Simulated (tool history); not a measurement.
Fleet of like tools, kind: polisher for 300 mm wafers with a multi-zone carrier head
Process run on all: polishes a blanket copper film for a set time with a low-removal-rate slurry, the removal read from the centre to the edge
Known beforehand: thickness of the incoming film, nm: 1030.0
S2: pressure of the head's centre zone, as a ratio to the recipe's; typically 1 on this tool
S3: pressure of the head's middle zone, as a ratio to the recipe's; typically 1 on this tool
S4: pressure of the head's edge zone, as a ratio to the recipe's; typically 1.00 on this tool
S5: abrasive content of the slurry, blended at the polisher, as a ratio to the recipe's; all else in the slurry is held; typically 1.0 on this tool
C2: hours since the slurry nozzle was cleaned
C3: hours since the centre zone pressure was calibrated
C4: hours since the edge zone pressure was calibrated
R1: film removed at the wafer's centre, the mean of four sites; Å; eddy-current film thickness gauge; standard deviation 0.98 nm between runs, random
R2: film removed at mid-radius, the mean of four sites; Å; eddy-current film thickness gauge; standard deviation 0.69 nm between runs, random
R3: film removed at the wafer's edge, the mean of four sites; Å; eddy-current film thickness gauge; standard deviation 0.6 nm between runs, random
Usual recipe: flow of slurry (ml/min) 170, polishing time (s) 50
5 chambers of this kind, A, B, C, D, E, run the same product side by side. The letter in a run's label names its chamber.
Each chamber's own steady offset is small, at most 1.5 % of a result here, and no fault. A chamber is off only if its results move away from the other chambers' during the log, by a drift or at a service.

{"hour": 8.5, "done": "chamber E: slurry nozzle cleaned"}
{"hour": 11.5, "done": "chamber D: centre zone pressure recalibrated"}
{"run": "1A", "hour": 12.9, "flow of slurry (ml/min)": 170, "S2": 1, "S3": 1, "S4": 1.0, "S5": 1.0, "polishing time (s)": 50, "wafers polished on this pad": 346, "C2": 88.2, "C3": 452.2, "C4": 269.6, "R1": 668.61, "R2": 687.24, "R3": 690.05}
{"hour": 19.2, "done": "chamber D: worn pad replaced by a new one"}
{"run": "2C", "hour": 19.6, "flow of slurry (ml/min)": 170, "S2": 1, "S3": 1, "S4": 1.0, "S5": 1.0, "polishing time (s)": 50, "wafers polished on this pad": 481, "C2": 381.6, "C3": 841.7, "C4": 301.6, "R1": 654.17, "R2": 683.48, "R3": 682.58}
{"run": "3B", "hour": 26.9, "flow of slurry (ml/min)": 170, "S2": 1, "S3": 1, "S4": 1.0, "S5": 1.0, "polishing time (s)": 50, "wafers polished on this pad": 481, "C2": 295.2, "C3": 1297.1, "C4": 566.6, "R1": 681.17, "R2": 683.12, "R3": 668.85}
{"run": "4D", "hour": 34.6, "flow of slurry (ml/min)": 170, "S2": 1, "S3": 1, "S4": 1.0, "S5": 1.0, "polishing time (s)": 50, "wafers polished on this pad": 167, "C2": 120.0, "C3": 23.2, "C4": 508.7, "R1": 683.01, "R2": 682.72, "R3": 686.28}
{"run": "5E", "hour": 43.3, "flow of slurry (ml/min)": 170, "S2": 1, "S3": 1, "S4": 1.0, "S5": 1.0, "polishing time (s)": 50, "wafers polished on this pad": 840, "C2": 34.8, "C3": 317.6, "C4": 700.6, "R1": 691.99, "R2": 691.49, "R3": 678.68}
{"hour": 49.9, "done": "chamber E: worn pad replaced by a new one"}
{"run": "6E", "hour": 52.9, "flow of slurry (ml/min)": 170, "S2": 1, "S3": 1, "S4": 1.0, "S5": 1.0, "polishing time (s)": 50, "wafers polished on this pad": 33, "C2": 44.4, "C3": 327.2, "C4": 710.2, "R1": 682.07, "R2": 690.95, "R3": 683.23}
{"hour": 57.2, "done": "chamber C: worn pad replaced by a new one"}
{"hour": 57.6, "done": "chamber C: slurry nozzle cleaned"}
{"run": "7A", "hour": 60.1, "flow of slurry (ml/min)": 170, "S2": 1, "S3": 1, "S4": 1.0, "S5": 1.0, "polishing time (s)": 50, "wafers polished on this pad": 859, "C2": 135.4, "C3": 499.4, "C4": 316.8, "R1": 661.72, "R2": 677.25, "R3": 678.59}
{"hour": 65.2, "done": "chamber B: worn pad replaced by a new one"}
{"run": "8B", "hour": 69.6, "flow of slurry (ml/min)": 170, "S2": 1, "S3": 1, "S4": 1.0, "S5": 1.0, "polishing time (s)": 50, "wafers polished on this pad": 48, "C2": 337.9, "C3": 1339.8, "C4": 609.3, "R1": 671.58, "R2": 670.56, "R3": 683.75}
{"run": "9C", "hour": 76.2, "flow of slurry (ml/min)": 170, "S2": 1, "S3": 1, "S4": 0.95, "S5": 1.0, "polishing time (s)": 64, "wafers polished on this pad": 207, "C2": 18.7, "C3": 898.3, "C4": 358.2, "R1": 862.7, "R2": 874.91, "R3": 852.55}
{"run": "10D", "hour": 86.6, "flow of slurry (ml/min)": 170, "S2": 1, "S3": 1, "S4": 0.95, "S5": 1.0, "polishing time (s)": 64, "wafers polished on this pad": 733, "C2": 172.0, "C3": 75.2, "C4": 560.7, "R1": 859.49, "R2": 871.45, "R3": 854.84}
{"run": "11C", "hour": 93.2, "flow of slurry (ml/min)": 170, "S2": 1, "S3": 1, "S4": 0.95, "S5": 1.0, "polishing time (s)": 64, "wafers polished on this pad": 391, "C2": 35.7, "C3": 915.3, "C4": 375.2, "R1": 873.13, "R2": 879.54, "R3": 859.14}
{"run": "12D", "hour": 103.7, "flow of slurry (ml/min)": 170, "S2": 1, "S3": 1, "S4": 0.95, "S5": 1.0, "polishing time (s)": 64, "wafers polished on this pad": 919, "C2": 189.1, "C3": 92.3, "C4": 577.8, "R1": 888.9, "R2": 864.38, "R3": 848.18}
{"run": "13B", "hour": 110.8, "flow of slurry (ml/min)": 170, "S2": 1, "S3": 1, "S4": 0.95, "S5": 1.0, "polishing time (s)": 64, "wafers polished on this pad": 496, "C2": 379.1, "C3": 1381.0, "C4": 650.5, "R1": 858.6, "R2": 880.62, "R3": 847.84}
{"run": "14A", "hour": 116.9, "flow of slurry (ml/min)": 170, "S2": 1, "S3": 1, "S4": 1.0, "S5": 1.0, "polishing time (s)": 50, "wafers polished on this pad": 1477, "C2": 192.2, "C3": 556.2, "C4": 373.6, "R1": 674.04, "R2": 690.08, "R3": 687.14}
{"hour": 118.8, "done": "chamber A: worn pad replaced by a new one"}
{"hour": 123.1, "done": "chamber E: worn pad replaced by a new one"}
{"run": "15E", "hour": 129.7, "flow of slurry (ml/min)": 170, "S2": 1, "S3": 1, "S4": 1.0, "S5": 0.9, "polishing time (s)": 50, "wafers polished on this pad": 72, "C2": 121.2, "C3": 404.0, "C4": 787.0, "R1": 668.96, "R2": 659.01, "R3": 661.82}
{"hour": 135.4, "done": "chamber D: worn pad replaced by a new one"}
{"hour": 137.3, "done": "chamber B: centre zone pressure recalibrated"}
{"hour": 140.3, "done": "chamber C: worn pad replaced by a new one"}
{"run": "16E", "hour": 141.3, "flow of slurry (ml/min)": 170, "S2": 1, "S3": 1, "S4": 1.0, "S5": 0.9, "polishing time (s)": 50, "wafers polished on this pad": 198, "C2": 132.8, "C3": 415.6, "C4": 798.6, "R1": 674.78, "R2": 673.53, "R3": 664.8}
{"hour": 142.6, "done": "chamber B: worn pad replaced by a new one"}
{"run": "17D", "hour": 149.9, "flow of slurry (ml/min)": 170, "S2": 1, "S3": 1, "S4": 1.0, "S5": 0.9, "polishing time (s)": 50, "wafers polished on this pad": 158, "C2": 235.3, "C3": 138.5, "C4": 624.0, "R1": 655.25, "R2": 662.91, "R3": 680.95}
{"run": "18B", "hour": 155.7, "flow of slurry (ml/min)": 170, "S2": 1, "S3": 1, "S4": 1.0, "S5": 0.9, "polishing time (s)": 50, "wafers polished on this pad": 142, "C2": 424.0, "C3": 18.4, "C4": 695.4, "R1": 683.24, "R2": 671.71, "R3": 670.7}
{"run": "19A", "hour": 165.3, "flow of slurry (ml/min)": 170, "S2": 1, "S3": 1, "S4": 1.0, "S5": 0.9, "polishing time (s)": 50, "wafers polished on this pad": 505, "C2": 240.6, "C3": 604.6, "C4": 422.0, "R1": 660.3, "R2": 666.1, "R3": 668.32}
{"hour": 168.3, "done": "chamber A: slurry nozzle cleaned"}
{"run": "20C", "hour": 176.1, "flow of slurry (ml/min)": 170, "S2": 1, "S3": 1, "S4": 1.0, "S5": 1.0, "polishing time (s)": 50, "wafers polished on this pad": 390, "C2": 118.6, "C3": 998.2, "C4": 458.1, "R1": 680.8, "R2": 681.33, "R3": 692.23}
{"run": "21D", "hour": 184.8, "flow of slurry (ml/min)": 170, "S2": 1, "S3": 1, "S4": 1.0, "S5": 1.0, "polishing time (s)": 50, "wafers polished on this pad": 538, "C2": 270.2, "C3": 173.4, "C4": 658.9, "R1": 671.55, "R2": 662.16, "R3": 684.39}
{"hour": 187.1, "done": "chamber E: edge zone pressure recalibrated"}
{"hour": 189.3, "done": "chamber E: worn pad replaced by a new one"}
{"run": "22B", "hour": 196.5, "flow of slurry (ml/min)": 170, "S2": 1, "S3": 1, "S4": 1.0, "S5": 1.0, "polishing time (s)": 50, "wafers polished on this pad": 586, "C2": 464.8, "C3": 59.2, "C4": 736.2, "R1": 689.45, "R2": 680.01, "R3": 684.13}
{"run": "23C", "hour": 203.6, "flow of slurry (ml/min)": 170, "S2": 1, "S3": 1, "S4": 1.0, "S5": 1.0, "polishing time (s)": 50, "wafers polished on this pad": 689, "C2": 146.1, "C3": 1025.7, "C4": 485.6, "R1": 681.67, "R2": 683.4, "R3": 690.09}
{"hour": 211.5, "done": "chamber B: worn pad replaced by a new one"}
{"run": "24A", "hour": 215.9, "flow of slurry (ml/min)": 170, "S2": 1, "S3": 1, "S4": 1.0, "S5": 1.0, "polishing time (s)": 50, "wafers polished on this pad": 1056, "C2": 47.6, "C3": 655.2, "C4": 472.6, "R1": 676.87, "R2": 676.19, "R3": 687.82}
{"hour": 219.7, "done": "chamber B: edge zone pressure recalibrated"}
{"hour": 223.7, "done": "chamber C: worn pad replaced by a new one"}
{"run": "25E", "hour": 226.4, "flow of slurry (ml/min)": 170, "S2": 1, "S3": 1, "S4": 1.0, "S5": 1.0, "polishing time (s)": 50, "wafers polished on this pad": 403, "C2": 217.9, "C3": 500.7, "C4": 39.3, "R1": 688.53, "R2": 683.37, "R3": 686.46}
{"run": "26A", "hour": 233.7, "flow of slurry (ml/min)": 170, "S2": 1, "S3": 1, "S4": 1.0, "S5": 1.0, "polishing time (s)": 50, "wafers polished on this pad": 1249, "C2": 65.4, "C3": 673.0, "C4": 490.4, "R1": 678.65, "R2": 694.74, "R3": 702.93}
{"run": "27E", "hour": 246.1, "flow of slurry (ml/min)": 170, "S2": 1, "S3": 1, "S4": 1.0, "S5": 1.0, "polishing time (s)": 50, "wafers polished on this pad": 617, "C2": 237.6, "C3": 520.4, "C4": 59.0, "R1": 688.11, "R2": 683.72, "R3": 680.1}
{"hour": 247.9, "done": "chamber D: worn pad replaced by a new one"}
{"hour": 253.9, "done": "chamber E: centre zone pressure recalibrated"}
{"run": "28B", "hour": 256.8, "flow of slurry (ml/min)": 170, "S2": 1, "S3": 1, "S4": 1.0, "S5": 1.0, "polishing time (s)": 50, "wafers polished on this pad": 493, "C2": 525.1, "C3": 119.5, "C4": 37.1, "R1": 678.06, "R2": 683.24, "R3": 679.75}
{"hour": 268.3, "done": "chamber E: worn pad replaced by a new one"}
{"run": "29D", "hour": 268.9, "flow of slurry (ml/min)": 170, "S2": 1, "S3": 1, "S4": 1.0, "S5": 1.0, "polishing time (s)": 50, "wafers polished on this pad": 228, "C2": 354.3, "C3": 257.5, "C4": 743.0, "R1": 687.94, "R2": 675.18, "R3": 693.01}
{"run": "30C", "hour": 280.3, "flow of slurry (ml/min)": 170, "S2": 1, "S3": 1, "S4": 1.0, "S5": 1.0, "polishing time (s)": 50, "wafers polished on this pad": 615, "C2": 222.8, "C3": 1102.4, "C4": 562.3, "R1": 672.86, "R2": 681.49, "R3": 686.79}
{"run": "31E", "hour": 292.6, "flow of slurry (ml/min)": 170, "S2": 1, "S3": 1, "S4": 0.88, "S5": 1.0, "polishing time (s)": 43, "wafers polished on this pad": 264, "C2": 284.1, "C3": 38.7, "C4": 105.5, "R1": 589.19, "R2": 589.98, "R3": 544.96}
{"run": "32D", "hour": 298.8, "flow of slurry (ml/min)": 170, "S2": 1, "S3": 1, "S4": 0.88, "S5": 1.0, "polishing time (s)": 43, "wafers polished on this pad": 553, "C2": 384.2, "C3": 287.4, "C4": 772.9, "R1": 570.33, "R2": 578.75, "R3": 551.72}
{"hour": 307.0, "done": "chamber C: worn pad replaced by a new one"}
{"run": "33C", "hour": 307.5, "flow of slurry (ml/min)": 170, "S2": 1, "S3": 1, "S4": 0.88, "S5": 1.0, "polishing time (s)": 43, "wafers polished on this pad": 6, "C2": 250.0, "C3": 1129.6, "C4": 589.5, "R1": 595.52, "R2": 576.64, "R3": 549.87}

Decide between three cases: one chamber stands off from its peers, the gauge reading all wafers drifts, or nothing is wrong past each chamber's small offset. Where a chamber is off, say which and what most likely put it there.

All chambers stay in line apart from their small fixed offsets, and the gauge does not drift.
